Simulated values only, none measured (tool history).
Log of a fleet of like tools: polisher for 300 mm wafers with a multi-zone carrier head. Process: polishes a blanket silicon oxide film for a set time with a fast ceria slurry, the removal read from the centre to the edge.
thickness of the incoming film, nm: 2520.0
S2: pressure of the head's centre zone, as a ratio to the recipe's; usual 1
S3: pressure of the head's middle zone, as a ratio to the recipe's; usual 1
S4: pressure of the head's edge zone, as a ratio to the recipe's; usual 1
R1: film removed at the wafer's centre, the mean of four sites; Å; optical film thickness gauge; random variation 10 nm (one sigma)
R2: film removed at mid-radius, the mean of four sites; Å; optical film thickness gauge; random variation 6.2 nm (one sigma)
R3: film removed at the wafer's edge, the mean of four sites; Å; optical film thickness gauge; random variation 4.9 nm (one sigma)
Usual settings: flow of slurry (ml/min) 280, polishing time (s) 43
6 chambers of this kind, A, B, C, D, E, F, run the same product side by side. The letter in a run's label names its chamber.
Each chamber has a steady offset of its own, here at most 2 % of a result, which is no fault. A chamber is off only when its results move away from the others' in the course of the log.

Run 1D, hour 4.5: usual settings. Result: R1 7869.3 Å, R2 7944.5 Å, R3 7895.6 Å.
At hour 6.8: chamber C: worn pad replaced by a new one.
Run 2B, hour 9.4: usual settings. Result: R1 8025.3 Å, R2 7828.5 Å, R3 7746 Å.
At hour 11.8: chamber B: worn pad replaced by a new one.
Run 3F, hour 12.6: usual settings. Result: R1 7842.8 Å, R2 7656.2 Å, R3 7753.2 Å.
Run 4E, hour 15.4: usual settings. Result: R1 7967.6 Å, R2 7827.1 Å, R3 7864.2 Å.
Run 5A, hour 19.5: usual settings but flow of slurry (ml/min) 235, S3 0.89. Result: R1 7552.4 Å, R2 6967.6 Å, R3 7836.4 Å.
Run 6C, hour 22.8: usual settings but flow of slurry (ml/min) 235, S3 0.89. Result: R1 7486.8 Å, R2 6941.8 Å, R3 7799.1 Å.
Run 7A, hour 26: usual settings but flow of slurry (ml/min) 235, S3 0.89. Result: R1 7379 Å, R2 7043.9 Å, R3 7813.9 Å.
At hour 27.9: chamber B: edge zone pressure recalibrated.
Run 8D, hour 30.4: usual settings but flow of slurry (ml/min) 235, S3 0.89. Result: R1 7665.6 Å, R2 6897.6 Å, R3 7749.7 Å.
Run 9F, hour 33.8: usual settings but flow of slurry (ml/min) 235, S3 0.89. Result: R1 7516.9 Å, R2 6928.2 Å, R3 7630.4 Å.
At hour 36.6: chamber A: worn pad replaced by a new one.
Run 10E, hour 37.7: usual settings but flow of slurry (ml/min) 235, S3 0.89. Result: R1 7637.9 Å, R2 7004.8 Å, R3 7757.2 Å.
Run 11B, hour 43: usual settings. Result: R1 7942.8 Å, R2 7928.4 Å, R3 7864.9 Å.
Run 12C, hour 47.1: usual settings. Result: R1 7786.4 Å, R2 7892.6 Å, R3 7840.6 Å.
At hour 49.4: chamber C: slurry nozzle cleaned.
At hour 50.1: chamber C: worn pad replaced by a new one.
Run 13B, hour 51.8: usual settings. Result: R1 7959.4 Å, R2 7943.3 Å, R3 7944.4 Å.
At hour 56.3: chamber A: slurry nozzle cleaned.
Run 14A, hour 57.7: usual settings. Result: R1 7816.7 Å, R2 7964.6 Å, R3 7925.3 Å.
At hour 58.4: chamber D: worn pad replaced by a new one.
Run 15E, hour 60.3: usual settings. Result: R1 7899.2 Å, R2 7742.1 Å, R3 7804.7 Å.
Run 16C, hour 62.9: usual settings. Result: R1 7905.2 Å, R2 7919.6 Å, R3 7824.6 Å.
Run 17F, hour 65.8: usual settings. Result: R1 7776.2 Å, R2 7666.2 Å, R3 7855.1 Å.
Run 18D, hour 68.8: usual settings. Result: R1 7829.8 Å, R2 7894 Å, R3 7806.2 Å.
At hour 70.4: chamber D: edge zone pressure recalibrated.
Run 19F, hour 72.6: usual settings. Result: R1 7472.6 Å, R2 7874.1 Å, R3 7740.9 Å.
At hour 76: chamber E: worn pad replaced by a new one.
Run 20B, hour 76.1: usual settings. Result: R1 7826.2 Å, R2 7988.7 Å, R3 7844.7 Å.
Run 21A, hour 79.9: usual settings. Result: R1 7642.6 Å, R2 8009.8 Å, R3 8003.5 Å.
Run 22E, hour 82.9: usual settings. Result: R1 7918.6 Å, R2 7774.8 Å, R3 7831.5 Å.
At hour 83.7: chamber F: worn pad replaced by a new one.
Run 23C, hour 85.8: usual settings. Result: R1 7884.9 Å, R2 7918.9 Å, R3 7847.2 Å.
Run 24D, hour 88.9: usual settings but flow of slurry (ml/min) 250. Result: R1 7675.7 Å, R2 7948.2 Å, R3 7733.4 Å.
At hour 89.6: chamber F: slurry nozzle cleaned.
Run 25C, hour 91.9: usual settings but flow of slurry (ml/min) 250. Result: R1 7813.9 Å, R2 7780.2 Å, R3 7786.1 Å.
Run 26F, hour 97.6: usual settings but flow of slurry (ml/min) 250. Result: R1 7372.3 Å, R2 7620.1 Å, R3 7794.3 Å.
Run 27E, hour 102.3: usual settings but flow of slurry (ml/min) 250. Result: R1 7774.8 Å, R2 7738.6 Å, R3 7737.1 Å.
At hour 105.8: chamber C: worn pad replaced by a new one.
Run 28D, hour 106.7: usual settings but flow of slurry (ml/min) 250. Result: R1 7698.1 Å, R2 7849 Å, R3 7793.6 Å.
Run 29A, hour 110.4: usual settings but flow of slurry (ml/min) 250. Result: R1 7587.8 Å, R2 7897.5 Å, R3 7878.3 Å.
Run 30B, hour 113: usual settings. Result: R1 7910.8 Å, R2 8036.6 Å, R3 7804.1 Å.
At hour 114.1: chamber A: worn pad replaced by a new one.
Run 31A, hour 117.9: usual settings. Result: R1 7789.6 Å, R2 7997 Å, R3 8022.2 Å.
Run 32C, hour 122.3: usual settings. Result: R1 7940.1 Å, R2 7968.1 Å, R3 7832.1 Å.
At hour 122.6: chamber D: slurry nozzle cleaned.
Run 33D, hour 127.3: usual settings. Result: R1 7819.8 Å, R2 7852.1 Å, R3 7791 Å.
Run 34E, hour 132.5: usual settings but S2 1.09. Result: R1 8702.5 Å, R2 7881 Å, R3 7893.8 Å.
At hour 133.5: chamber B: worn pad replaced by a new one.
At hour 135.3: chamber E: centre zone pressure recalibrated.
Run 35B, hour 135.8: usual settings but S2 1.09. Result: R1 8546.3 Å, R2 7931.6 Å, R3 7929.3 Å.
Run 36F, hour 139: usual settings but S2 1.09. Result: R1 7969 Å, R2 7837.5 Å, R3 7794.9 Å.
At hour 142.3: chamber D: worn pad replaced by a new one.
Run 37B, hour 144.7: usual settings but S2 1.09. Result: R1 8581.7 Å, R2 7909.2 Å, R3 7824.5 Å.
Run 38D, hour 150.5: usual settings but S2 1.09. Result: R1 8551.8 Å, R2 7844.1 Å, R3 7854 Å.
Run 39C, hour 154.4: usual settings but S2 1.09. Result: R1 8788.2 Å, R2 7850.4 Å, R3 7926 Å.
Run 40A, hour 158.5: usual settings. Result: R1 7747.4 Å, R2 7927.2 Å, R3 7973.1 Å.
Run 41E, hour 161.3: usual settings. Result: R1 7958.9 Å, R2 7861.2 Å, R3 7947.3 Å.

Is one chamber off against the others, does the gauge drift, or is nothing wrong? If a chamber is off, say which, and what the likeliest cause is.

Chamber F drifts away from the others.
Cause: centre zone's pressure below its setpoint, % = 8.73.

Here are 4 candidates for chamber F's next run, each the usual settings with a change, their results left as question marks. Which one brings its results back in line with what the others give on the usual settings?
In line means no further than this from the other chambers' mean on the usual settings: R1 350 Å; R2 220 Å; R3 170 Å
Run 42F-1, hour 165.5: usual settings but S2 0.98, S4 1.01. Result: R1 ?, R2 ?, R3 ?.
Run 42F-2, hour 165.5: usual settings but flow of slurry (ml/min) 285, S2 1.07, S3 0.99, S4 0.98, polishing time (s) 44. Result: R1 ?, R2 ?, R3 ?.
Run 42F-3, hour 165.5: usual settings but S2 1.02, S4 0.99. Result: R1 ?, R2 ?, R3 ?.
Run 42F-4, hour 165.5: usual settings but flow of slurry (ml/min) 275, S2 0.93, S3 1.01, S4 1.02, polishing time (s) 42. Result: R1 ?, R2 ?, R3 ?.

The other chambers' mean on the usual settings: R1 7828.3 Å; R2 7907.4 Å; R3 7885.7 Å
  run      R1      R2      R3
42F-1  6854.9  7774.2  7841.6
42F-2  7748.1    7892  7908.6
42F-3  7167.1  7772.8  7758.6
42F-4  6301.6  7651.5  7687.5
42F-2 brings the chamber back in line.
